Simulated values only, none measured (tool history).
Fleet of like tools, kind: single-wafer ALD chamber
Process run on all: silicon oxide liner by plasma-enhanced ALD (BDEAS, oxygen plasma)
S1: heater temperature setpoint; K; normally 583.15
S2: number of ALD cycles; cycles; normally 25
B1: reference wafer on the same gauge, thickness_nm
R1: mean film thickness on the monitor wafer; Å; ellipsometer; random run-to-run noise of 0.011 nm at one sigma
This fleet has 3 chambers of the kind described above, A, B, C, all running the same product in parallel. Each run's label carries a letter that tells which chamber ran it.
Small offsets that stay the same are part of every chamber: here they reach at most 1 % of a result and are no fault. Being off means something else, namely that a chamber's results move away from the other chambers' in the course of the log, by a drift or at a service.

run   hour      S1  S2      B1      R1
 1C    7.1  583.15  25  2.4274  23.026
 2B   13.8  583.15  25  2.4303  23.203
 3A   20.1  583.15  25  2.4261  22.772
 4A   26.7  583.15  25  2.4304  22.890
 5C   32.1  583.15  25  2.4303  22.910
 6B   40.5  583.15  25  2.4281  23.311
 7C   49.2  583.15  25  2.4304  22.764
 8A   54.0  583.15  25  2.4319  22.932
 9B   62.9  583.15  23  2.4277  21.211
10C   68.0  583.15  23  2.4293  21.034
11B   72.4  583.15  23  2.4300  21.204
12A   79.6  591.15  27  2.4319  24.811
13C   87.3  591.15  27  2.4323  24.466
14A   93.1  591.15  27  2.4294  24.371
15B  100.0  583.15  25  2.4308  23.069
16A  104.4  583.15  25  2.4320  22.899
17C  112.0  583.15  25  2.4305  22.825
18B  120.6  583.15  25  2.4298  23.105
19B  127.7  583.15  25  2.4289  23.203
20C  132.0  583.15  25  2.4302  22.977
21A  137.7  579.15  25  2.4296  23.145
22C  145.5  579.15  25  2.4300  23.058
23A  151.4  579.15  25  2.4288  23.033

Decide between three cases: one chamber stands off from its peers, the gauge reading all wafers drifts, or nothing is wrong past each chamber's small offset. Where a chamber is off, say which and what most likely put it there.

Neither any chamber nor the gauge drifts; the chambers differ only by their own small, steady offsets.
